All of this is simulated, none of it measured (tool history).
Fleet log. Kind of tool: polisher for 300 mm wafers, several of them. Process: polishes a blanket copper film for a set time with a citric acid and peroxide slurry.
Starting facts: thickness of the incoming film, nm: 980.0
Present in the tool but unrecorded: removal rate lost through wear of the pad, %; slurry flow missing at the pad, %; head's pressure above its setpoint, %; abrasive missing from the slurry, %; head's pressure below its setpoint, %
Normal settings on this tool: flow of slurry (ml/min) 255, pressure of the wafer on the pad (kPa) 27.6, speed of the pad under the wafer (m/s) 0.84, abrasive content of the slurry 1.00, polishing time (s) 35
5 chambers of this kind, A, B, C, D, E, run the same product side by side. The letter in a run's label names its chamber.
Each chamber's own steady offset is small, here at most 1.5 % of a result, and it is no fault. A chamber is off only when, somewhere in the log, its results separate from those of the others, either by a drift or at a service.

run   hour  flow of slurry (ml/min)  pressure of the wafer on the pad (kPa)  speed of the pad under the wafer (m/s)  abrasive content of the slurry  polishing time (s)  wafers polished on this pad  hours since the slurry nozzle was cleaned  hours since the head pressure was calibrated  hours since the slurry blender was calibrated  film removed (angstrom)
       9.7  -- chamber C: slurry blender recalibrated
 1A   13.2                      255                                    27.6                                    0.84                            1.00                  35                          464                                       93.9                                         519.0                                          102.0                   942.83
 2B   22.6                      255                                    27.6                                    0.84                            1.00                  35                          852                                      185.8                                         522.2                                          529.7                   952.99
      24.7  -- chamber E: slurry nozzle cleaned
      29.5  -- chamber B: worn pad replaced by a new one
      33.4  -- chamber E: worn pad replaced by a new one
 3C   35.5                      255                                    27.6                                    0.84                            1.00                  35                          537                                      300.8                                        1380.9                                           25.9                   923.25
 4D   45.6                      255                                    27.6                                    0.84                            1.00                  35                          524                                      158.6                                          60.6                                          146.5                   960.59
      45.7  -- chamber B: slurry blender recalibrated
 5E   54.7                      255                                    27.6                                    0.84                            1.00                  35                          177                                       30.0                                         159.9                                          418.6                   935.22
      55.6  -- chamber E: slurry blender recalibrated
      56.5  -- chamber D: slurry blender recalibrated
      61.7  -- chamber A: worn pad replaced by a new one
 6C   63.6                      255                                    27.6                                    0.84                            1.00                  35                          770                                      328.9                                        1409.0                                           54.0                   967.83
 7D   72.4                      175                                    27.6                                    0.84                            1.15                  35                          746                                      185.4                                          87.4                                           16.0                   917.26
      75.3  -- chamber A: slurry blender recalibrated
 8E   80.4                      175                                    27.6                                    0.84                            1.15                  35                          390                                       55.7                                         185.6                                           24.8                   935.35
 9A   89.8                      175                                    27.6                                    0.84                            1.15                  35                          233                                      170.5                                         595.6                                           14.5                   918.90
10B  102.1                      175                                    27.6                                    0.84                            1.15                  35                          602                                      265.3                                         601.7                                           56.5                   933.51
     104.1  -- chamber D: worn pad replaced by a new one
11B  116.6                      175                                    27.6                                    0.84                            1.15                  35                          723                                      279.8                                         616.2                                           71.0                   915.05
     125.2  -- chamber C: slurry nozzle cleaned
     126.4  -- chamber C: worn pad replaced by a new one
12C  128.5                      255                                    27.6                                    1.00                            1.15                  35                           18                                        3.3                                        1473.9                                          118.9                  1147.70
13E  141.9                      255                                    27.6                                    1.00                            1.15                  35                          900                                      117.2                                         247.1                                           86.3                  1155.20
     148.5  -- chamber B: worn pad replaced by a new one
14A  155.5                      255                                    27.6                                    1.00                            1.15                  35                          778                                      236.2                                         661.3                                           80.2                  1159.50
15D  165.7                      255                                    27.6                                    1.00                            1.15                  35                          511                                      278.7                                         180.7                                          109.3                  1162.60
     173.4  -- chamber A: head pressure recalibrated
16E  175.1                      255                                    27.6                                    1.00                            1.15                  35                         1175                                      150.4                                         280.3                                          119.5                  1154.80
     183.6  -- chamber E: worn pad replaced by a new one
17B  186.6                      255                                    27.6                                    0.84                            1.00                  35                          316                                      349.8                                         686.2                                          141.0                   919.11
     189.1  -- chamber A: worn pad replaced by a new one
18D  199.5                      255                                    27.6                                    0.84                            1.00                  35                          791                                      312.5                                         214.5                                          143.1                   919.27
     206.1  -- chamber B: slurry nozzle cleaned
19C  209.3                      255                                    27.6                                    0.84                            1.00                  35                          688                                       84.1                                        1554.7                                          199.7                   956.42
     214.7  -- chamber B: head pressure recalibrated
     221.5  -- chamber D: slurry blender recalibrated
20A  224.3                      255                                    27.6                                    0.84                            1.00                  35                          292                                      305.0                                          50.9                                          149.0                   938.54
21A  236.7                      255                                    27.6                                    0.84                            1.00                  35                          395                                      317.4                                          63.3                                          161.4                   932.55
     239.5  -- chamber A: slurry blender recalibrated
     240.8  -- chamber D: worn pad replaced by a new one
22D  247.2                      255                                    27.6                                    0.84                            1.00                  35                           53                                      360.2                                         262.2                                           25.7                   946.56
     251.2  -- chamber C: head pressure recalibrated
     256.2  -- chamber C: worn pad replaced by a new one
23E  257.1                      255                                    27.6                                    0.84                            1.00                  35                          609                                      232.4                                         362.3                                          201.5                   947.29
24C  268.5                      255                                    31.7                                    0.84                            1.00                  44                          102                                      143.3                                          17.3                                          258.9                  1383.30
     272.6  -- chamber B: worn pad replaced by a new one
25B  280.9                      255                                    31.7                                    0.84                            1.00                  44                           69                                       74.9                                          66.2                                          235.3                  1291.50
26C  293.6                      255                                    31.7                                    0.84                            1.00                  44                          310                                      168.4                                          42.4                                          284.0                  1382.90
27D  300.3                      255                                    31.7                                    0.84                            1.00                  44                          494                                      413.3                                         315.3                                           78.8                  1388.50
     309.6  -- chamber A: worn pad replaced by a new one
28E  313.5                      255                                    31.7                                    0.84                            1.00                  44                         1077                                      288.8                                         418.7                                          257.9                  1363.70
29A  323.6                      255                                    27.6                                    0.84                            1.00                  35                          116                                      404.3                                         150.2                                           84.1                   943.10
30B  332.9                      255                                    27.6                                    0.84                            1.00                  35                          500                                      126.9                                         118.2                                          287.3                   891.31
     337.3  -- chamber E: worn pad replaced by a new one
     341.0  -- chamber E: head pressure recalibrated
31E  347.3                      255                                    27.6                                    0.84                            1.00                  35                           83                                      322.6                                           6.4                                          291.7                   939.10
32D  357.9                      255                                    27.6                                    0.84                            1.00                  35                          971                                      470.9                                         372.9                                          136.4                   936.27
     364.4  -- chamber D: worn pad replaced by a new one
     371.5  -- chamber A: slurry blender recalibrated
33B  371.9                      255                                    27.6                                    0.84                            1.00                  35                          824                                      165.9                                         157.2                                          326.3                   882.33
     380.5  -- chamber E: slurry blender recalibrated
34A  380.8                      255                                    27.6                                    0.84                            1.00                  35                          591                                      461.5                                         207.4                                            9.4                   949.27
35C  394.8                      255                                    27.6                                    0.84                            1.00                  35                         1149                                      269.6                                         143.6                                          385.2                   954.69
     404.9  -- chamber D: slurry blender recalibrated
36C  407.2                      255                                    27.6                                    0.84                            1.00                  35                         1252                                      282.0                                         156.0                                          397.6                   968.30
37D  420.4                      255                                    27.6                                    0.84                            1.00                  35                          464                                      533.4                                         435.4                                           15.5                   927.51
38E  429.5                      255                                    27.6                                    0.84                            1.00                  35                          764                                      404.8                                          88.6                                           49.0                   931.88

Next, all 5 chambers run the settings below, one line each with question marks for the results. What does each chamber give?
39A  440.4                      255                                    27.6                                    0.84                            1.00                  35                                                                                                                                                                                             ?
39B  440.4                      255                                    27.6                                    0.84                            1.00                  35                                                                                                                                                                                             ?
39C  440.4                      255                                    27.6                                    0.84                            1.00                  35                                                                                                                                                                                             ?
39D  440.4                      255                                    27.6                                    0.84                            1.00                  35                                                                                                                                                                                             ?
39E  440.4                      255                                    27.6                                    0.84                            1.00                  35                                                                                                                                                                                             ?

run  film removed (angstrom)
39A                   931.82
39B                   883.98
39C                   934.47
39D                   940.58
39E                   949.76
